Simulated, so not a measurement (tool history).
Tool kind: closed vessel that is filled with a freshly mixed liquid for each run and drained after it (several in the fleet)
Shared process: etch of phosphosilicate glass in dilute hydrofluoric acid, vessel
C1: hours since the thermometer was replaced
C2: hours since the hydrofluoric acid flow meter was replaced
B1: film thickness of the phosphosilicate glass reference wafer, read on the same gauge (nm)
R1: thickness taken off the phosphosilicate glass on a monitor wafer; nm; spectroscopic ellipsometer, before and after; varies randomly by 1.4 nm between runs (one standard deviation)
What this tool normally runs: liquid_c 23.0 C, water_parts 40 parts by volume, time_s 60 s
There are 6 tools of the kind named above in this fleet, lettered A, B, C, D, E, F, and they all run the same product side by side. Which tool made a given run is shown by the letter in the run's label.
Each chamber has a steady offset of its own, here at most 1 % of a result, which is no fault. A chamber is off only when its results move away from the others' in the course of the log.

{"run": "1C", "day": 0.233, "liquid_c": 23.0, "water_parts": 40, "time_s": 60, "C1": 1343.8, "C2": 895.7, "B1": 99.992, "R1": 199.35}
{"run": "2F", "day": 0.433, "liquid_c": 23.0, "water_parts": 40, "time_s": 60, "C1": 873.9, "C2": 239.6, "B1": 99.993, "R1": 199.38}
{"run": "3B", "day": 0.662, "liquid_c": 23.0, "water_parts": 40, "time_s": 60, "C1": 499.9, "C2": 730.1, "B1": 100.0, "R1": 197.92}
{"run": "4A", "day": 0.854, "liquid_c": 23.0, "water_parts": 40, "time_s": 60, "C1": 1584.5, "C2": 60.0, "B1": 100.01, "R1": 198.68}
{"run": "5E", "day": 1.008, "liquid_c": 23.0, "water_parts": 40, "time_s": 60, "C1": 251.1, "C2": 720.5, "B1": 100.0, "R1": 197.74}
{"run": "6D", "day": 1.15, "liquid_c": 23.0, "water_parts": 40, "time_s": 60, "C1": 32.8, "C2": 344.4, "B1": 99.982, "R1": 200.35}
{"run": "7F", "day": 1.342, "liquid_c": 23.0, "water_parts": 40, "time_s": 60, "C1": 895.7, "C2": 261.4, "B1": 100.01, "R1": 199.09}
{"run": "8B", "day": 1.488, "liquid_c": 23.0, "water_parts": 40, "time_s": 60, "C1": 519.7, "C2": 749.9, "B1": 99.997, "R1": 199.84}
{"run": "9D", "day": 1.633, "liquid_c": 23.0, "water_parts": 40, "time_s": 60, "C1": 44.4, "C2": 356.0, "B1": 99.998, "R1": 203.3}
{"run": "10A", "day": 1.883, "liquid_c": 26.5, "water_parts": 40, "time_s": 70, "C1": 1609.2, "C2": 84.7, "B1": 99.982, "R1": 270.93}
{"run": "11C", "day": 2.075, "liquid_c": 26.5, "water_parts": 40, "time_s": 70, "C1": 1388.0, "C2": 939.9, "B1": 100.0, "R1": 272.64}
{"run": "12E", "day": 2.262, "liquid_c": 26.5, "water_parts": 40, "time_s": 70, "C1": 281.2, "C2": 750.6, "B1": 100.0, "R1": 269.96}
{"run": "13C", "day": 2.462, "liquid_c": 26.5, "water_parts": 40, "time_s": 70, "C1": 1397.3, "C2": 949.2, "B1": 99.991, "R1": 270.73}
{"run": "14F", "day": 2.671, "liquid_c": 26.5, "water_parts": 40, "time_s": 70, "C1": 927.6, "C2": 293.3, "B1": 99.994, "R1": 269.59}
{"run": "15A", "day": 2.862, "liquid_c": 26.5, "water_parts": 40, "time_s": 70, "C1": 1632.7, "C2": 108.2, "B1": 99.988, "R1": 268.49}
{"run": "16E", "day": 3.083, "liquid_c": 23.0, "water_parts": 40, "time_s": 60, "C1": 300.9, "C2": 770.3, "B1": 100.0, "R1": 200.3}
{"run": "17B", "day": 3.329, "liquid_c": 23.0, "water_parts": 40, "time_s": 60, "C1": 563.9, "C2": 794.1, "B1": 99.999, "R1": 195.54}
{"run": "18D", "day": 3.529, "liquid_c": 26.0, "water_parts": 40, "time_s": 35, "C1": 89.9, "C2": 401.5, "B1": 99.991, "R1": 134.24}
{"run": "19D", "day": 3.825, "liquid_c": 26.0, "water_parts": 40, "time_s": 35, "C1": 97.0, "C2": 408.6, "B1": 99.997, "R1": 134.11}
{"run": "20E", "day": 4.1, "liquid_c": 26.0, "water_parts": 40, "time_s": 35, "C1": 325.3, "C2": 794.7, "B1": 100.01, "R1": 129.56}
{"run": "21B", "day": 4.4, "liquid_c": 26.0, "water_parts": 40, "time_s": 35, "C1": 589.6, "C2": 819.8, "B1": 100.0, "R1": 131.27}
{"day": 4.417, "done": "chamber A: thermometer replaced"}
{"run": "22A", "day": 4.608, "liquid_c": 26.0, "water_parts": 40, "time_s": 35, "C1": 4.6, "C2": 150.1, "B1": 100.02, "R1": 130.5}
{"run": "23C", "day": 4.85, "liquid_c": 26.0, "water_parts": 40, "time_s": 35, "C1": 1454.6, "C2": 1006.5, "B1": 100.02, "R1": 133.55}
{"run": "24F", "day": 4.988, "liquid_c": 23.0, "water_parts": 40, "time_s": 60, "C1": 983.2, "C2": 348.9, "B1": 100.01, "R1": 198.97}
{"run": "25F", "day": 5.3, "liquid_c": 23.0, "water_parts": 40, "time_s": 60, "C1": 990.7, "C2": 356.4, "B1": 99.999, "R1": 200.51}
{"run": "26A", "day": 5.558, "liquid_c": 28.0, "water_parts": 40, "time_s": 35, "C1": 27.4, "C2": 172.9, "B1": 100.0, "R1": 141.62}
{"run": "27D", "day": 5.7, "liquid_c": 28.0, "water_parts": 40, "time_s": 35, "C1": 142.0, "C2": 453.6, "B1": 99.995, "R1": 149.56}
{"run": "28B", "day": 5.938, "liquid_c": 28.0, "water_parts": 40, "time_s": 35, "C1": 626.5, "C2": 856.7, "B1": 100.0, "R1": 141.79}
{"run": "29E", "day": 6.1, "liquid_c": 28.0, "water_parts": 40, "time_s": 35, "C1": 373.3, "C2": 842.7, "B1": 99.982, "R1": 142.85}
{"run": "30C", "day": 6.342, "liquid_c": 28.0, "water_parts": 40, "time_s": 35, "C1": 1490.4, "C2": 1042.3, "B1": 99.998, "R1": 144.93}
{"run": "31B", "day": 6.617, "liquid_c": 28.0, "water_parts": 40, "time_s": 35, "C1": 642.8, "C2": 873.0, "B1": 100.02, "R1": 141.45}
{"run": "32E", "day": 6.758, "liquid_c": 23.0, "water_parts": 40, "time_s": 60, "C1": 389.1, "C2": 858.5, "B1": 99.998, "R1": 201.97}
{"run": "33F", "day": 6.921, "liquid_c": 23.0, "water_parts": 40, "time_s": 60, "C1": 1029.6, "C2": 395.3, "B1": 100.0, "R1": 199.5}
{"run": "34C", "day": 7.167, "liquid_c": 25.0, "water_parts": 40, "time_s": 30, "C1": 1510.2, "C2": 1062.1, "B1": 99.971, "R1": 109.46}
{"run": "35A", "day": 7.404, "liquid_c": 25.0, "water_parts": 40, "time_s": 30, "C1": 71.7, "C2": 217.2, "B1": 100.0, "R1": 109.04}
{"run": "36D", "day": 7.667, "liquid_c": 25.0, "water_parts": 40, "time_s": 30, "C1": 189.2, "C2": 500.8, "B1": 100.0, "R1": 115.49}
{"run": "37B", "day": 7.9, "liquid_c": 25.0, "water_parts": 40, "time_s": 30, "C1": 673.6, "C2": 903.8, "B1": 100.0, "R1": 107.58}
{"run": "38E", "day": 8.208, "liquid_c": 25.0, "water_parts": 40, "time_s": 30, "C1": 423.9, "C2": 893.3, "B1": 100.03, "R1": 109.65}
{"run": "39D", "day": 8.508, "liquid_c": 25.0, "water_parts": 40, "time_s": 30, "C1": 209.4, "C2": 521.0, "B1": 99.996, "R1": 117.43}
{"run": "40F", "day": 8.788, "liquid_c": 23.0, "water_parts": 40, "time_s": 60, "C1": 1074.4, "C2": 440.1, "B1": 99.995, "R1": 202.43}
{"run": "41A", "day": 8.983, "liquid_c": 23.0, "water_parts": 40, "time_s": 60, "C1": 109.6, "C2": 255.1, "B1": 100.01, "R1": 200.55}
{"run": "42C", "day": 9.171, "liquid_c": 23.0, "water_parts": 40, "time_s": 60, "C1": 1558.3, "C2": 1110.2, "B1": 99.999, "R1": 198.88}

What goes on in this fleet: one chamber off, a drifting gauge, or nothing beyond the chambers' own small offsets? Name the chamber and the cause, if any.

It is chamber D that slowly wanders off from its peers.
What lies behind it: hydrofluoric acid flow above the setpoint (%) = 7.39.
It could be hard to tell apart here from: liquid hotter than its thermometer reads (K).

Which of the 4 candidates below, each the usual settings with something changed and its results left as question marks, puts chamber D back in line with what the other chambers give on the usual settings?
In-line tolerance around the mean of the other chambers on the usual settings: R1 4.80 nm
{"run": "43D-1", "day": 9.392, "liquid_c": 23.0, "water_parts": 40, "time_s": 55, "R1": "?"}
{"run": "43D-2", "day": 9.392, "liquid_c": 23.0, "water_parts": 40, "time_s": 65, "R1": "?"}
{"run": "43D-3", "day": 9.392, "liquid_c": 22.0, "water_parts": 45, "time_s": 60, "R1": "?"}
{"run": "43D-4", "day": 9.392, "liquid_c": 27.0, "water_parts": 40, "time_s": 60, "R1": "?"}

Usual-settings mean across the other chambers: R1 199.61 nm
run=43D-1 R1=199.38
run=43D-2 R1=235.63
run=43D-3 R1=184.48
run=43D-4 R1=257.17
It is 43D-1 that realigns the chamber with its peers.
